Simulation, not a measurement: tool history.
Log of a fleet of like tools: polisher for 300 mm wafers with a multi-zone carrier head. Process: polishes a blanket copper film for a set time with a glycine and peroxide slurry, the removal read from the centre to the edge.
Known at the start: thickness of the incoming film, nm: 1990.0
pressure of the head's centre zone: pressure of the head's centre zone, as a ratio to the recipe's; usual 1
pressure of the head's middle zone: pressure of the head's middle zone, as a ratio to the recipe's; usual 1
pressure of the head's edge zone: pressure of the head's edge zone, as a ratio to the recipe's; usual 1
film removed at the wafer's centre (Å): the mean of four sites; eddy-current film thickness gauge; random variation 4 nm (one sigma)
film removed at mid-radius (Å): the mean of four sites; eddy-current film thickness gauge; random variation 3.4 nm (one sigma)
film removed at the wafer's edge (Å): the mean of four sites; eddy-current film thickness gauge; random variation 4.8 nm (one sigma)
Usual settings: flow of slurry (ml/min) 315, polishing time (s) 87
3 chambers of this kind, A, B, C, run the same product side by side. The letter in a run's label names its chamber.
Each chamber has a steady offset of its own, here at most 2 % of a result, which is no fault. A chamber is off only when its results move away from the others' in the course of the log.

run    day  flow of slurry (ml/min)  pressure of the head's centre zone  pressure of the head's middle zone  pressure of the head's edge zone  polishing time (s)  film removed at the wafer's centre (Å)  film removed at mid-radius (Å)  film removed at the wafer's edge (Å)
 1C  0.292                      315                                   1                                   1                                 1                  87                                    5109                          5067.9                                4998.3
 2B  0.579                      315                                   1                                   1                                 1                  87                                  5091.3                          5028.8                                5042.3
     0.608  -- chamber B: worn pad replaced by a new one
 3A  0.846                      315                                   1                                   1                                 1                  87                                  5065.9                          4967.5                                5054.6
 4A  1.079                      315                                   1                                   1                                 1                  87                                  5144.4                          4986.1                                5080.7
 5C  1.425                      315                                   1                                   1                                 1                  87                                  5122.1                          5103.9                                5021.6
 6B  1.654                      315                                1.05                                1.06                                 1                  87                                  5320.8                          5307.4                                5027.7
 7C  1.967                      315                                1.05                                1.06                                 1                  87                                  5429.6                            5381                                5061.8
     2.112  -- chamber C: worn pad replaced by a new one
 8A  2.262                      315                                1.05                                1.06                                 1                  87                                  5433.1                          5241.7                                  5055
 9B  2.629                      315                                   1                                   1                                 1                  87                                  5054.2                          5068.4                                5071.8
10C  2.804                      315                                0.96                                   1                              1.08                  87                                  4874.3                          5153.3                                5329.7
11A  3.021                      315                                0.96                                   1                              1.08                  87                                  4838.5                          4893.8                                5164.6
     3.033  -- chamber C: edge zone pressure recalibrated
12B  3.212                      315                                0.96                                   1                              1.08                  87                                  4907.3                          5093.6                                5172.9
13C    3.4                      315                                   1                                   1                                 1                  87                                  5176.6                          5088.7                                5095.7
14A  3.662                      315                                   1                                   1                                 1                  87                                  4973.5                          4883.3                                4990.5
     3.925  -- chamber C: slurry nozzle cleaned
15B   3.95                      315                                   1                                   1                                 1                  87                                    5083                          5064.3                                  5122
16A  4.125                      315                                   1                                   1                                 1                  87                                  4857.3                          4816.2                                4830.7
17C   4.35                      315                                   1                                   1                                 1                  87                                  5114.9                          5086.5                                5063.9
     4.562  -- chamber C: worn pad replaced by a new one
18B  4.617                      315                                   1                                   1                                 1                  87                                  5088.1                          5058.2                                4944.8
     4.733  -- chamber B: edge zone pressure recalibrated
19B  4.871                      395                                0.96                                   1                                 1                  87                                  4921.3                          5175.5                                5086.7
     5.212  -- chamber B: worn pad replaced by a new one
20A  5.217                      395                                0.96                                   1                                 1                  87                                  4721.4                          4829.1                                  4831
21C  5.442                      395                                0.96                                   1                                 1                  87                                  5035.8                          5149.8                                5112.7
     5.712  -- chamber B: slurry nozzle cleaned
22A  5.833                      315                                   1                                   1                                 1                  87                                  4766.2                          4687.1                                4680.4
     6.067  -- chamber C: centre zone pressure recalibrated
23B  6.217                      315                                   1                                   1                                 1                  87                                  5057.3                            5077                                4936.8
24C  6.583                      315                                   1                                   1                                 1                  87                                  5107.4                            5161                                4998.6
25A  6.867                      315                                   1                                   1                                 1                  87                                  4615.9                          4589.5                                4654.2
26B   7.05                      315                                   1                                   1                                 1                  87                                  5081.3                          5063.4                                5049.3

What goes on in this fleet: one chamber off, a drifting gauge, or nothing beyond the chambers' own small offsets? Name the chamber and the cause, if any.

Chamber A drifts away from the others.
Cause: removal rate lost through wear of the pad, % = 9.53.

Here are 4 candidates for chamber A's next run, each the usual settings with a change, their results left as question marks. Which one brings its results back in line with what the others give on the usual settings?
In line means no further than this from the other chambers' mean on the usual settings: film removed at the wafer's centre (Å) 140; film removed at mid-radius (Å) 120; film removed at the wafer's edge (Å) 170
27A-1  7.338                      310                                   1                                0.98                                 1                  79                                       ?                               ?                                     ?
27A-2  7.338                      320                                   1                                1.03                              0.99                 100                                       ?                               ?                                     ?
27A-3  7.338                      310                                   1                                0.98                                 1                  75                                       ?                               ?                                     ?
27A-4  7.338                      320                                   1                                1.02                                 1                  95                                       ?                               ?                                     ?

The other chambers' mean on the usual settings: film removed at the wafer's centre (Å) 5101.9; film removed at mid-radius (Å) 5081.3; film removed at the wafer's edge (Å) 5051
  run  film removed at the wafer's centre (Å)  film removed at mid-radius (Å)  film removed at the wafer's edge (Å)
27A-1                                  4176.6                          4023.4                                4172.2
27A-2                                  5306.3                          5350.1                                5261.2
27A-3                                  3965.2                          3819.7                                  3961
27A-4                                  5040.6                          5036.5                                5025.6
27A-4 brings the chamber back in line.

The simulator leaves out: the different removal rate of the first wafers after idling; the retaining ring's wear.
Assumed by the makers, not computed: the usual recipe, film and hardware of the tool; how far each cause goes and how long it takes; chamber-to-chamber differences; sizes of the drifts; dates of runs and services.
